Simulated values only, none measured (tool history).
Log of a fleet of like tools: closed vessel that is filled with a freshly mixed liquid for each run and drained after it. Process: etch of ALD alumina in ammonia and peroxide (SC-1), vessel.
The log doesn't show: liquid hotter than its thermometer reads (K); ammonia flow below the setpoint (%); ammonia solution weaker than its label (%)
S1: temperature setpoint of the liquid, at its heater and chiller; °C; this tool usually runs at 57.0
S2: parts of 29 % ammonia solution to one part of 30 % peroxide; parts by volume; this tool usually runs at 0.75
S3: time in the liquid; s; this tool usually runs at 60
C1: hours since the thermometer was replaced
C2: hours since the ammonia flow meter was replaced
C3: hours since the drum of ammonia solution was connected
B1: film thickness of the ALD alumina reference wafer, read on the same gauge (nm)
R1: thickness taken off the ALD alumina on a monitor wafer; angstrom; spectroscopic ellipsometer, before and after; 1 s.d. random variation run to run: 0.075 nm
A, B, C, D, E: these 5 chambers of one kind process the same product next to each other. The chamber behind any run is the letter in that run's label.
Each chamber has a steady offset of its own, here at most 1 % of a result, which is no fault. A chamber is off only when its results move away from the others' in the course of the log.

run,hour,S1,S2,S3,C1,C2,C3,B1,R1
1A,5.1,57.0,0.75,60,419.2,520.4,337.1,30.042,87.231
2E,10.9,57.0,0.75,60,1246.4,425.0,70.5,29.991,87.569
3C,15.3,57.0,0.75,60,179.7,527.0,262.8,29.957,87.220
4B,18.3,57.0,0.75,60,432.4,1035.2,710.3,29.983,88.240
5D,24.5,57.0,0.75,60,462.8,89.4,118.4,30.017,86.655
6E,27.6,57.0,0.75,60,1263.1,441.7,87.2,30.007,86.625
7D,30.4,57.0,0.75,60,468.7,95.3,124.3,30.014,87.742
# hour 32.2: chamber C: new drum of ammonia solution connected
8B,33.5,51.0,0.75,60,447.6,1050.4,725.5,30.026,63.462
9C,39.6,51.0,0.75,60,204.0,551.3,7.4,29.977,63.193
10A,42.5,51.0,0.75,60,456.6,557.8,374.5,29.973,62.772
11C,45.6,51.0,0.75,60,210.0,557.3,13.4,30.056,62.461
12E,51.2,51.0,0.75,60,1286.7,465.3,110.8,30.015,62.391
13D,55.1,57.0,0.75,60,493.4,120.0,149.0,29.999,88.811
14A,60.2,57.0,0.75,60,474.3,575.5,392.2,29.961,87.818
15B,65.6,57.0,0.75,60,479.7,1082.5,757.6,30.014,86.789
16B,71.9,57.0,0.75,60,486.0,1088.8,763.9,29.997,87.491
17E,75.0,65.5,0.75,90,1310.5,489.1,134.6,29.973,201.190
18C,79.7,65.5,0.75,90,244.1,591.4,47.5,30.046,202.480
19A,85.6,65.5,0.75,90,499.7,600.9,417.6,30.033,201.520
20D,88.6,65.5,0.75,90,526.9,153.5,182.5,29.991,216.530
21E,93.6,65.5,0.75,90,1329.1,507.7,153.2,29.996,200.720
22D,98.2,57.0,0.75,30,536.5,163.1,192.1,30.011,46.467
23A,102.5,57.0,0.75,30,516.6,617.8,434.5,30.014,43.725
24B,108.4,57.0,0.75,30,522.5,1125.3,800.4,29.949,43.976
25C,112.2,57.0,0.75,30,276.6,623.9,80.0,29.988,43.358
26A,117.3,57.0,0.75,30,531.4,632.6,449.3,30.014,43.356
# hour 117.7: chamber A: ammonia flow meter replaced
27D,121.3,57.0,0.75,60,559.6,186.2,215.2,29.996,95.062
28C,126.9,57.0,0.75,60,291.3,638.6,94.7,29.970,86.614
29B,130.5,57.0,0.55,90,544.6,1147.4,822.5,30.000,128.520
30E,134.7,57.0,0.55,90,1370.2,548.8,194.3,30.033,126.800
31D,140.6,57.0,0.55,90,578.9,205.5,234.5,30.029,140.060
32A,145.1,57.0,0.55,90,559.2,27.4,477.1,30.047,125.760
33B,148.7,57.0,0.55,90,562.8,1165.6,840.7,30.018,127.350
34E,153.6,57.0,0.75,60,1389.1,567.7,213.2,29.977,86.777

Does one chamber stand apart from the rest, does the shared gauge drift, or is all well apart from small per-chamber offsets? Give the chamber and the most likely cause, where there is one.

Little by little, chamber D moves away from the other chambers.
What lies behind it: liquid hotter than its thermometer reads (K) = 1.93.

Which of the 4 candidates below, each the usual settings with something changed and its results left as question marks, puts chamber D back in line with what the other chambers give on the usual settings?
In-line tolerance around the mean of the other chambers on the usual settings: R1 2.600 angstrom
35D-1,158.2,59.0,0.75,60,,,,,?
35D-2,158.2,55.0,0.75,60,,,,,?
35D-3,158.2,57.0,1.15,60,,,,,?
35D-4,158.2,56.0,0.75,60,,,,,?

The mean the other chambers reach with the usual settings: R1 87.115 angstrom
run,R1
35D-1,107.340
35D-2,87.066
35D-3,100.670
35D-4,91.782
With 35D-2, the chamber falls back in line with the rest.

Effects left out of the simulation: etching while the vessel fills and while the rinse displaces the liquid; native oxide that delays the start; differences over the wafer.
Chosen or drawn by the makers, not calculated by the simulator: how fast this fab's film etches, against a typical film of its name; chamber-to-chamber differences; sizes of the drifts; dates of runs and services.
